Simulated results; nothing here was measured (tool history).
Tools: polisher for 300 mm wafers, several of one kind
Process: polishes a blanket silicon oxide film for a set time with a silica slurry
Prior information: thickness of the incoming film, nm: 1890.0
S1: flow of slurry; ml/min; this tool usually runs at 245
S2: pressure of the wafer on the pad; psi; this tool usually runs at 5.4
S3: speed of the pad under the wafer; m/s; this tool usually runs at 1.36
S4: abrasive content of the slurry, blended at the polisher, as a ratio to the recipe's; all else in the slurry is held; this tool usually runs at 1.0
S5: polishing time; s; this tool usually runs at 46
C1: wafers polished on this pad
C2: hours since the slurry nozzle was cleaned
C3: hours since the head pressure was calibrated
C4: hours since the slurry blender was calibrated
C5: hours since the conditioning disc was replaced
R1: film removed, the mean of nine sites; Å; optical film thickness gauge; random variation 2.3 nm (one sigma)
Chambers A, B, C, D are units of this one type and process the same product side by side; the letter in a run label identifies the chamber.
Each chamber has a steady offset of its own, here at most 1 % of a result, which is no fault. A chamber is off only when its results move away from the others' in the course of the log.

Run 1B, hour 7.9: usual settings; C1 664; C2 274.6; C3 972.9; C4 133.9; C5 43.0. Result: R1 2213.1 Å.
At hour 11.1: chamber D: conditioning disc replaced and pad reconditioned.
Run 2A, hour 13.8: usual settings; C1 623; C2 106.8; C3 427.3; C4 212.4; C5 292.3. Result: R1 2232.5 Å.
At hour 23.2: chamber A: worn pad replaced by a new one.
Run 3C, hour 23.6: usual settings; C1 155; C2 259.2; C3 116.6; C4 57.6; C5 102.2. Result: R1 2214.0 Å.
Run 4D, hour 29.1: usual settings; C1 650; C2 318.8; C3 1094.5; C4 147.9; C5 18.0. Result: R1 2257.6 Å.
Run 5A, hour 36.1: usual settings; C1 76; C2 129.1; C3 449.6; C4 234.7; C5 314.6. Result: R1 2219.1 Å.
Run 6B, hour 44.6: usual settings; C1 881; C2 311.3; C3 1009.6; C4 170.6; C5 79.7. Result: R1 2225.9 Å.
Run 7D, hour 52.3: usual settings; C1 787; C2 342.0; C3 1117.7; C4 171.1; C5 41.2. Result: R1 2272.9 Å.
At hour 60.2: chamber A: slurry blender recalibrated.
Run 8C, hour 62.5: usual settings; C1 385; C2 298.1; C3 155.5; C4 96.5; C5 141.1. Result: R1 2220.3 Å.
At hour 70.1: chamber B: conditioning disc replaced and pad reconditioned.
Run 9D, hour 71.5: usual settings; C1 901; C2 361.2; C3 1136.9; C4 190.3; C5 60.4. Result: R1 2202.2 Å.
At hour 72.8: chamber B: head pressure recalibrated.
Run 10A, hour 80.2: usual settings; C1 337; C2 173.2; C3 493.7; C4 20.0; C5 358.7. Result: R1 2280.1 Å.
At hour 80.8: chamber B: worn pad replaced by a new one.
Run 11B, hour 87.6: usual settings; C1 40; C2 354.3; C3 14.8; C4 213.6; C5 17.5. Result: R1 2170.5 Å.
At hour 88.2: chamber D: worn pad replaced by a new one.
Run 12C, hour 97.5: usual settings; C1 592; C2 333.1; C3 190.5; C4 131.5; C5 176.1. Result: R1 2262.8 Å.
At hour 99.8: chamber C: worn pad replaced by a new one.
Run 13A, hour 106.1: usual settings; C1 491; C2 199.1; C3 519.6; C4 45.9; C5 384.6. Result: R1 2226.5 Å.
At hour 114.0: chamber C: slurry blender recalibrated.
At hour 116.1: chamber C: conditioning disc replaced and pad reconditioned.
Run 14C, hour 116.1: usual settings; C1 96; C2 351.7; C3 209.1; C4 2.1; C5 0.1. Result: R1 2219.5 Å.
Run 15D, hour 126.4: usual settings; C1 226; C2 416.1; C3 1191.8; C4 245.2; C5 115.3. Result: R1 2147.2 Å.
At hour 128.1: chamber A: head pressure recalibrated.
Run 16B, hour 134.7: usual settings; C1 319; C2 401.4; C3 61.9; C4 260.7; C5 64.6. Result: R1 2226.5 Å.
At hour 137.2: chamber D: head pressure recalibrated.
At hour 140.7: chamber B: slurry blender recalibrated.
Run 17C, hour 140.7: usual settings; C1 242; C2 376.3; C3 233.7; C4 26.7; C5 24.7. Result: R1 2245.1 Å.
Run 18D, hour 146.5: usual settings; C1 345; C2 436.2; C3 9.4; C4 265.3; C5 135.4. Result: R1 2127.1 Å.
Run 19B, hour 153.5: usual settings; C1 430; C2 420.2; C3 80.7; C4 12.9; C5 83.4. Result: R1 2234.0 Å.
At hour 158.0: chamber A: worn pad replaced by a new one.
Run 20A, hour 159.1: usual settings but S2 3.8 psi, S4 0.7; C1 6; C2 252.1; C3 31.0; C4 98.9; C5 437.6. Result: R1 1308.7 Å.
Run 21D, hour 164.7: usual settings but S2 3.8 psi, S4 0.7; C1 453; C2 454.4; C3 27.6; C4 283.5; C5 153.6. Result: R1 1216.2 Å.
Run 22B, hour 173.5: usual settings but S2 3.8 psi, S4 0.7; C1 548; C2 440.2; C3 100.7; C4 32.9; C5 103.4. Result: R1 1284.7 Å.
At hour 179.3: chamber B: conditioning disc replaced and pad reconditioned.
Run 23A, hour 181.7: usual settings but S2 3.8 psi, S4 0.7; C1 140; C2 274.7; C3 53.6; C4 121.5; C5 460.2. Result: R1 1341.4 Å.
Run 24C, hour 188.6: usual settings but S2 6.7 psi, S5 60 s; C1 525; C2 424.2; C3 281.6; C4 74.6; C5 72.6. Result: R1 3679.2 Å.
Run 25D, hour 194.3: usual settings but S2 6.7 psi, S5 60 s; C1 628; C2 484.0; C3 57.2; C4 313.1; C5 183.2. Result: R1 3269.2 Å.
At hour 196.4: chamber C: worn pad replaced by a new one.
Run 26A, hour 200.8: usual settings but S2 6.7 psi, S5 60 s; C1 253; C2 293.8; C3 72.7; C4 140.6; C5 479.3. Result: R1 3706.8 Å.
Run 27B, hour 205.7: usual settings but S2 6.7 psi, S5 60 s; C1 739; C2 472.4; C3 132.9; C4 65.1; C5 26.5. Result: R1 3595.6 Å.
Run 28C, hour 212.3: usual settings; C1 94; C2 447.9; C3 305.3; C4 98.3; C5 96.3. Result: R1 2228.4 Å.
Run 29B, hour 220.8: usual settings; C1 828; C2 487.5; C3 148.0; C4 80.2; C5 41.6. Result: R1 2222.6 Å.
At hour 224.3: chamber D: conditioning disc replaced and pad reconditioned.
Run 30A, hour 226.2: usual settings; C1 403; C2 319.2; C3 98.1; C4 166.0; C5 504.7. Result: R1 2260.4 Å.
Run 31C, hour 234.7: usual settings; C1 227; C2 470.3; C3 327.7; C4 120.7; C5 118.7. Result: R1 2231.7 Å.
Run 32D, hour 239.4: usual settings but S4 1.1; C1 895; C2 529.1; C3 102.3; C4 358.2; C5 15.1. Result: R1 2027.2 Å.

Next, every chamber runs the same settings. What will each give?
Run 33A, hour 246.9: usual settings. Result: R1 ?.
Run 33B, hour 246.9: usual settings. Result: R1 ?.
Run 33C, hour 246.9: usual settings. Result: R1 ?.
Run 33D, hour 246.9: usual settings. Result: R1 ?.

run      R1
33A  2236.5
33B  2224.5
33C  2238.9
33D  1959.7

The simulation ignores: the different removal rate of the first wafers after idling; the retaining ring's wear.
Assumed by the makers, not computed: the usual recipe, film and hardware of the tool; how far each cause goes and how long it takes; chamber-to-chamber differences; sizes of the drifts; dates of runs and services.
